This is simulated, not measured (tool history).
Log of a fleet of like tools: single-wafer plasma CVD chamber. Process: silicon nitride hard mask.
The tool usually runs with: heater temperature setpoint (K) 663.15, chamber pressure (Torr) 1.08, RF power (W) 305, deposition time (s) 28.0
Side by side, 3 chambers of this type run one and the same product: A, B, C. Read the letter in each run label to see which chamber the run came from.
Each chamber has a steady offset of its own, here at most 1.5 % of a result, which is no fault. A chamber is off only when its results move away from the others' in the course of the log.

| run | day | heater temperature setpoint (K) | chamber pressure (Torr) | RF power (W) | deposition time (s) | read-back reference wafer on the same gauge, thickness_nm | mean film thickness on the monitor wafer (Å) |
|---|---|---|---|---|---|---|---|
| 1A | 0.204 | 663.15 | 1.08 | 305 | 28.0 | 25.615 | 284.60 |
|  | 0.346 | chamber C: thermocouple changed; heater temperature recalibrated |
| 2B | 0.433 | 663.15 | 1.08 | 305 | 28.0 | 25.596 | 291.01 |
| 3C | 0.658 | 663.15 | 1.08 | 305 | 28.0 | 25.612 | 288.37 |
| 4A | 0.779 | 663.15 | 1.08 | 305 | 28.0 | 25.597 | 286.79 |
| 5B | 1.017 | 663.15 | 1.08 | 305 | 28.0 | 25.593 | 289.35 |
| 6C | 1.212 | 663.15 | 1.32 | 305 | 24.5 | 25.578 | 270.98 |
| 7A | 1.404 | 663.15 | 1.32 | 305 | 24.5 | 25.587 | 266.41 |
| 8B | 1.508 | 663.15 | 1.32 | 305 | 24.5 | 25.596 | 271.53 |
| 9C | 1.708 | 663.15 | 1.08 | 305 | 28.0 | 25.595 | 290.33 |
| 10A | 1.875 | 663.15 | 1.08 | 305 | 28.0 | 25.587 | 285.64 |
| 11C | 1.992 | 663.15 | 1.08 | 305 | 28.0 | 25.622 | 288.72 |
| 12B | 2.146 | 663.15 | 1.08 | 305 | 28.0 | 25.608 | 290.88 |
| 13A | 2.383 | 663.15 | 1.08 | 305 | 28.0 | 25.591 | 286.05 |
| 14B | 2.504 | 663.15 | 1.08 | 305 | 28.0 | 25.617 | 289.56 |
| 15C | 2.621 | 663.15 | 1.08 | 305 | 28.0 | 25.581 | 290.45 |
| 16B | 2.833 | 663.15 | 1.08 | 305 | 28.0 | 25.595 | 288.58 |
| 17C | 2.971 | 663.15 | 1.08 | 305 | 28.0 | 25.614 | 290.49 |
| 18A | 3.129 | 663.15 | 1.08 | 305 | 28.0 | 25.611 | 286.83 |
|  | 3.192 | chamber C: RF generator calibrated |
| 19B | 3.312 | 663.15 | 1.08 | 305 | 28.0 | 25.602 | 289.31 |
| 20A | 3.471 | 663.15 | 1.08 | 305 | 28.0 | 25.624 | 286.31 |
| 21C | 3.646 | 663.15 | 1.08 | 305 | 28.0 | 25.575 | 291.68 |
|  | 3.683 | chamber A: RF generator calibrated |
| 22A | 3.762 | 663.15 | 1.08 | 305 | 28.0 | 25.587 | 287.43 |
| 23B | 3.942 | 663.15 | 1.08 | 305 | 28.0 | 25.583 | 288.62 |
| 24C | 4.104 | 663.15 | 1.08 | 305 | 28.0 | 25.572 | 290.18 |
| 25B | 4.338 | 663.15 | 1.08 | 305 | 28.0 | 25.583 | 291.30 |
| 26A | 4.533 | 663.15 | 1.08 | 305 | 28.0 | 25.583 | 286.60 |
| 27C | 4.708 | 656.15 | 1.08 | 305 | 28.0 | 25.636 | 291.14 |
| 28B | 4.912 | 656.15 | 1.08 | 305 | 28.0 | 25.572 | 289.89 |
| 29A | 5.121 | 656.15 | 1.08 | 305 | 28.0 | 25.592 | 287.07 |

All chambers now run identical settings, listed one chamber a line with results as question marks. What results will each chamber show?
| 30A | 5.292 | 663.15 | 1.08 | 305 | 28.0 |  | ? |
| 30B | 5.292 | 663.15 | 1.08 | 305 | 28.0 |  | ? |
| 30C | 5.292 | 663.15 | 1.08 | 305 | 28.0 |  | ? |

| run | mean film thickness on the monitor wafer (Å) |
|---|---|
| 30A | 288.50 |
| 30B | 290.31 |
| 30C | 290.10 |

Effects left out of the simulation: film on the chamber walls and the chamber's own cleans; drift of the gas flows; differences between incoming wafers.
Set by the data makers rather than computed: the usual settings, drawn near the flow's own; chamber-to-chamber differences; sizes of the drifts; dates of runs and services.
